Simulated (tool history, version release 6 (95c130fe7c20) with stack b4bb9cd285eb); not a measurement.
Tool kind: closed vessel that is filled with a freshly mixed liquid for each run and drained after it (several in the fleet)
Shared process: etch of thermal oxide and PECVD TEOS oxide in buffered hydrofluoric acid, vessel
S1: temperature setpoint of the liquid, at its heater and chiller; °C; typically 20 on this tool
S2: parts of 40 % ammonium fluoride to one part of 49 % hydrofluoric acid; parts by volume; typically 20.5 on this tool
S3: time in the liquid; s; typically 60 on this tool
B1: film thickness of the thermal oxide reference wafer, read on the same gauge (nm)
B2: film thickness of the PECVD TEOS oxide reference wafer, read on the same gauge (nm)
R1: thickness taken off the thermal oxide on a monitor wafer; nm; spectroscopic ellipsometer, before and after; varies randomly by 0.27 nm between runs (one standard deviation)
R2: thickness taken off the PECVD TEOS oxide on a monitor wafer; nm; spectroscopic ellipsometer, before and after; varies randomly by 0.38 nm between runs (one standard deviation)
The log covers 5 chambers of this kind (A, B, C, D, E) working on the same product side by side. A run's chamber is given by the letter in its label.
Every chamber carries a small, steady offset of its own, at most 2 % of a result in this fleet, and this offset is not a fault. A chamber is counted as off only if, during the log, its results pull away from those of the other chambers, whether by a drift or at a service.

run,hour,S1,S2,S3,B1,B2,R1,R2
1E,4.5,20,20.5,60,40.048,50.011,27.112,48.366
2D,8.5,20,20.5,60,40.045,49.977,26.679,47.999
3A,12.6,20,20.5,60,39.984,50.02,27.622,48.397
4C,17.6,20,20.5,60,40.003,50.032,27.652,47.218
5B,22,20,20.5,60,39.99,49.993,27.518,47.962
6B,25.6,20,20.5,60,40.006,49.959,27.12,48.412
7C,29.7,20,20.5,60,40.017,49.978,27.522,46.729
8E,33.7,20,20.5,60,39.984,50.01,26.923,47.542
9D,37.7,20,20.5,60,40.022,49.997,27.43,48.029
10A,40.3,20,20.5,60,39.95,49.976,27.245,48.683
11B,43.6,20,20.5,60,40.008,49.968,27.239,48.177
12C,46.1,20,20.5,60,39.956,49.985,27.019,46.996
13D,48.8,20,20.5,60,40.039,50.037,27.516,47.513
14E,53.6,20,20.5,60,39.978,50.013,27.3,48.095
15A,57.2,20,20.5,60,40.01,50.065,27.542,48.564
16E,61.5,20,20.5,60,39.986,49.995,27.289,48.359
17A,66.2,20,20.5,60,40.035,50.014,27.43,47.692
18D,70.9,20,20.5,60,39.998,49.985,26.742,48.503
19C,76,20,20.5,60,40.025,49.959,27.207,47.724
20B,81.3,20,20.5,60,40.007,50.049,27.146,47.493
21E,83.9,20,20.5,60,39.959,50.024,27.708,48.228
22D,87.6,20,20.5,60,39.967,49.982,27.433,48.015
23C,90.2,20,20.5,60,40.006,50.012,26.948,47.039
24B,94.5,20,20.5,60,39.969,49.974,27.145,48.154
25A,99.3,20,20.5,60,39.997,50.025,27.166,48.119
26A,103,20,20.5,60,39.966,49.996,27.714,48.035
27E,107.4,24,20.5,60,39.963,50.031,34.902,60.232
28B,110.4,24,20.5,60,40.017,50.046,33.266,59.715
29C,113.6,24,20.5,60,40.005,49.982,34.165,59.07
30D,116.4,24,20.5,60,40.011,50.012,34.619,59.338
31D,119.7,24,20.5,60,39.976,50.005,33.7,59.211
32E,124.2,20,20.5,60,39.969,49.958,27.663,47.74
33B,127,20,20.5,60,40.021,50.023,26.998,47.978
34A,130.5,17,20.5,30,39.978,49.98,11.614,20.408
35C,134.3,17,20.5,30,39.987,50.017,11.288,19.856
36A,139.4,17,20.5,30,40,50.008,11.627,20.489

What goes on in this fleet: one chamber off, a drifting gauge, or nothing beyond the chambers' own small offsets? Name the chamber and the cause, if any.

All chambers stay in line apart from their small fixed offsets, and the gauge does not drift.
